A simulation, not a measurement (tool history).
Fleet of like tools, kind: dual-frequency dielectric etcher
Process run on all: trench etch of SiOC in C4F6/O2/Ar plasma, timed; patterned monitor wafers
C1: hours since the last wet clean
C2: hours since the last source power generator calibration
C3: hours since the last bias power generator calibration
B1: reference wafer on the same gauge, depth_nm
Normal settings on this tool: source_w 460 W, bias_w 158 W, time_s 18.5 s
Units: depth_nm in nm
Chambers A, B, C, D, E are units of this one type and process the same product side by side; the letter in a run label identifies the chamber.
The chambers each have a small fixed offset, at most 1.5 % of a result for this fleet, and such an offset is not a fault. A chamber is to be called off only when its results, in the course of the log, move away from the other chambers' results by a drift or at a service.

{"hour": 8.7, "done": "chamber E: wet clean of the chamber"}
{"run": "1C", "hour": 11.8, "source_w": 460, "bias_w": 158, "time_s": 18.5, "C1": 48.5, "C2": 336.5, "C3": 994.6, "B1": 37.013, "depth_nm": 39.407}
{"run": "2B", "hour": 17.9, "source_w": 460, "bias_w": 158, "time_s": 18.5, "C1": 109, "C2": 1439.5, "C3": 2565.5, "B1": 36.998, "depth_nm": 38.819}
{"run": "3D", "hour": 25.7, "source_w": 460, "bias_w": 158, "time_s": 18.5, "C1": 477.7, "C2": 1855.2, "C3": 2292.8, "B1": 36.999, "depth_nm": 39.116}
{"run": "4E", "hour": 35.5, "source_w": 460, "bias_w": 158, "time_s": 18.5, "C1": 26.9, "C2": 3342.8, "C3": 1827.5, "B1": 37.014, "depth_nm": 39.114}
{"run": "5A", "hour": 49.0, "source_w": 460, "bias_w": 158, "time_s": 18.5, "C1": 436.2, "C2": 2028.2, "C3": 811.3, "B1": 37.012, "depth_nm": 38.911}
{"run": "6B", "hour": 58.9, "source_w": 460, "bias_w": 158, "time_s": 18.5, "C1": 150, "C2": 1480.5, "C3": 2606.5, "B1": 37.025, "depth_nm": 38.946}
{"run": "7E", "hour": 67.2, "source_w": 460, "bias_w": 158, "time_s": 18.5, "C1": 58.6, "C2": 3374.5, "C3": 1859.2, "B1": 37.025, "depth_nm": 39.028}
{"run": "8D", "hour": 73.9, "source_w": 460, "bias_w": 158, "time_s": 18.5, "C1": 525.9, "C2": 1903.4, "C3": 2341, "B1": 37.033, "depth_nm": 39.066}
{"run": "9A", "hour": 86.0, "source_w": 460, "bias_w": 158, "time_s": 18.5, "C1": 473.2, "C2": 2065.2, "C3": 848.3, "B1": 37.038, "depth_nm": 38.858}
{"hour": 95.2, "done": "chamber D: source power generator calibrated"}
{"run": "10C", "hour": 99.5, "source_w": 460, "bias_w": 158, "time_s": 18.5, "C1": 136.2, "C2": 424.2, "C3": 1082.3, "B1": 37.029, "depth_nm": 39.583}
{"hour": 104.5, "done": "chamber A: wet clean of the chamber"}
{"run": "11D", "hour": 108.9, "source_w": 460, "bias_w": 158, "time_s": 18.5, "C1": 560.9, "C2": 13.8, "C3": 2376, "B1": 37.053, "depth_nm": 39.158}
{"run": "12B", "hour": 118.6, "source_w": 460, "bias_w": 158, "time_s": 18.5, "C1": 209.7, "C2": 1540.2, "C3": 2666.2, "B1": 37.044, "depth_nm": 38.96}
{"run": "13A", "hour": 129.8, "source_w": 460, "bias_w": 158, "time_s": 18.5, "C1": 25.3, "C2": 2109, "C3": 892.1, "B1": 37.061, "depth_nm": 38.892}
{"run": "14C", "hour": 138.1, "source_w": 460, "bias_w": 158, "time_s": 18.5, "C1": 174.8, "C2": 462.8, "C3": 1120.9, "B1": 37.049, "depth_nm": 39.435}
{"run": "15E", "hour": 149.6, "source_w": 460, "bias_w": 158, "time_s": 18.5, "C1": 141, "C2": 3456.9, "C3": 1941.6, "B1": 37.055, "depth_nm": 39.102}
{"run": "16C", "hour": 163.3, "source_w": 460, "bias_w": 158, "time_s": 18.5, "C1": 200, "C2": 488, "C3": 1146.1, "B1": 37.068, "depth_nm": 39.522}
{"run": "17A", "hour": 172.6, "source_w": 460, "bias_w": 197, "time_s": 17, "C1": 68.1, "C2": 2151.8, "C3": 934.9, "B1": 37.072, "depth_nm": 38.275}
{"hour": 176.5, "done": "chamber D: wet clean of the chamber"}
{"run": "18D", "hour": 184.7, "source_w": 460, "bias_w": 197, "time_s": 17, "C1": 8.3, "C2": 89.6, "C3": 2451.8, "B1": 37.077, "depth_nm": 38.517}
{"run": "19E", "hour": 192.5, "source_w": 460, "bias_w": 197, "time_s": 17, "C1": 183.9, "C2": 3499.8, "C3": 1984.5, "B1": 37.084, "depth_nm": 38.529}
{"run": "20B", "hour": 199.0, "source_w": 460, "bias_w": 197, "time_s": 17, "C1": 290.1, "C2": 1620.6, "C3": 2746.6, "B1": 37.085, "depth_nm": 38.302}
{"run": "21E", "hour": 211.3, "source_w": 460, "bias_w": 197, "time_s": 17, "C1": 202.7, "C2": 3518.6, "C3": 2003.3, "B1": 37.086, "depth_nm": 38.465}
{"run": "22C", "hour": 225.4, "source_w": 460, "bias_w": 188, "time_s": 21.5, "C1": 262.1, "C2": 550.1, "C3": 1208.2, "B1": 37.078, "depth_nm": 48.446}
{"run": "23B", "hour": 232.8, "source_w": 460, "bias_w": 188, "time_s": 21.5, "C1": 323.9, "C2": 1654.4, "C3": 2780.4, "B1": 37.096, "depth_nm": 47.811}
{"run": "24D", "hour": 243.1, "source_w": 460, "bias_w": 188, "time_s": 21.5, "C1": 66.7, "C2": 148, "C3": 2510.2, "B1": 37.099, "depth_nm": 48.063}
{"run": "25A", "hour": 252.7, "source_w": 460, "bias_w": 188, "time_s": 21.5, "C1": 148.2, "C2": 2231.9, "C3": 1015, "B1": 37.106, "depth_nm": 47.773}
{"run": "26A", "hour": 261.8, "source_w": 460, "bias_w": 188, "time_s": 21.5, "C1": 157.3, "C2": 2241, "C3": 1024.1, "B1": 37.107, "depth_nm": 47.722}
{"run": "27D", "hour": 274.5, "source_w": 460, "bias_w": 158, "time_s": 18.5, "C1": 98.1, "C2": 179.4, "C3": 2541.6, "B1": 37.111, "depth_nm": 39.138}
{"run": "28B", "hour": 281.9, "source_w": 420, "bias_w": 158, "time_s": 18.5, "C1": 373, "C2": 1703.5, "C3": 2829.5, "B1": 37.125, "depth_nm": 37.628}
{"run": "29E", "hour": 289.6, "source_w": 420, "bias_w": 158, "time_s": 18.5, "C1": 281, "C2": 3596.9, "C3": 2081.6, "B1": 37.11, "depth_nm": 37.835}
{"run": "30C", "hour": 302.7, "source_w": 420, "bias_w": 158, "time_s": 18.5, "C1": 339.4, "C2": 627.4, "C3": 1285.5, "B1": 37.119, "depth_nm": 38.188}
{"run": "31E", "hour": 311.5, "source_w": 420, "bias_w": 158, "time_s": 18.5, "C1": 302.9, "C2": 3618.8, "C3": 2103.5, "B1": 37.11, "depth_nm": 37.832}
{"hour": 313.5, "done": "chamber C: wet clean of the chamber"}
{"run": "32D", "hour": 324.1, "source_w": 420, "bias_w": 158, "time_s": 18.5, "C1": 147.7, "C2": 229, "C3": 2591.2, "B1": 37.128, "depth_nm": 37.79}
{"run": "33A", "hour": 334.7, "source_w": 460, "bias_w": 158, "time_s": 18.5, "C1": 230.2, "C2": 2313.9, "C3": 1097, "B1": 37.145, "depth_nm": 38.99}
{"run": "34C", "hour": 348.4, "source_w": 460, "bias_w": 158, "time_s": 18.5, "C1": 35, "C2": 673.1, "C3": 1331.2, "B1": 37.132, "depth_nm": 39.577}
{"run": "35B", "hour": 362.0, "source_w": 460, "bias_w": 158, "time_s": 18.5, "C1": 453.1, "C2": 1783.6, "C3": 2909.6, "B1": 37.134, "depth_nm": 39.067}
{"run": "36B", "hour": 375.8, "source_w": 460, "bias_w": 158, "time_s": 18.5, "C1": 466.9, "C2": 1797.4, "C3": 2923.4, "B1": 37.144, "depth_nm": 39.001}
{"run": "37E", "hour": 387.8, "source_w": 460, "bias_w": 158, "time_s": 18.5, "C1": 379.2, "C2": 3695.1, "C3": 2179.8, "B1": 37.158, "depth_nm": 39.149}
{"run": "38A", "hour": 396.4, "source_w": 460, "bias_w": 158, "time_s": 18.5, "C1": 291.9, "C2": 2375.6, "C3": 1158.7, "B1": 37.16, "depth_nm": 38.985}
{"run": "39C", "hour": 404.2, "source_w": 460, "bias_w": 158, "time_s": 18.5, "C1": 90.8, "C2": 728.9, "C3": 1387, "B1": 37.152, "depth_nm": 39.528}
{"run": "40D", "hour": 417.9, "source_w": 460, "bias_w": 158, "time_s": 18.5, "C1": 241.5, "C2": 322.8, "C3": 2685, "B1": 37.161, "depth_nm": 39.252}

Next, every chamber runs the same settings. What will each give?
{"run": "41A", "hour": 428.1, "source_w": 460, "bias_w": 173, "time_s": 18.5, "depth_nm": "?"}
{"run": "41B", "hour": 428.1, "source_w": 460, "bias_w": 173, "time_s": 18.5, "depth_nm": "?"}
{"run": "41C", "hour": 428.1, "source_w": 460, "bias_w": 173, "time_s": 18.5, "depth_nm": "?"}
{"run": "41D", "hour": 428.1, "source_w": 460, "bias_w": 173, "time_s": 18.5, "depth_nm": "?"}
{"run": "41E", "hour": 428.1, "source_w": 460, "bias_w": 173, "time_s": 18.5, "depth_nm": "?"}

run=41A depth_nm=40.147
run=41B depth_nm=40.158
run=41C depth_nm=40.752
run=41D depth_nm=40.393
run=41E depth_nm=40.317

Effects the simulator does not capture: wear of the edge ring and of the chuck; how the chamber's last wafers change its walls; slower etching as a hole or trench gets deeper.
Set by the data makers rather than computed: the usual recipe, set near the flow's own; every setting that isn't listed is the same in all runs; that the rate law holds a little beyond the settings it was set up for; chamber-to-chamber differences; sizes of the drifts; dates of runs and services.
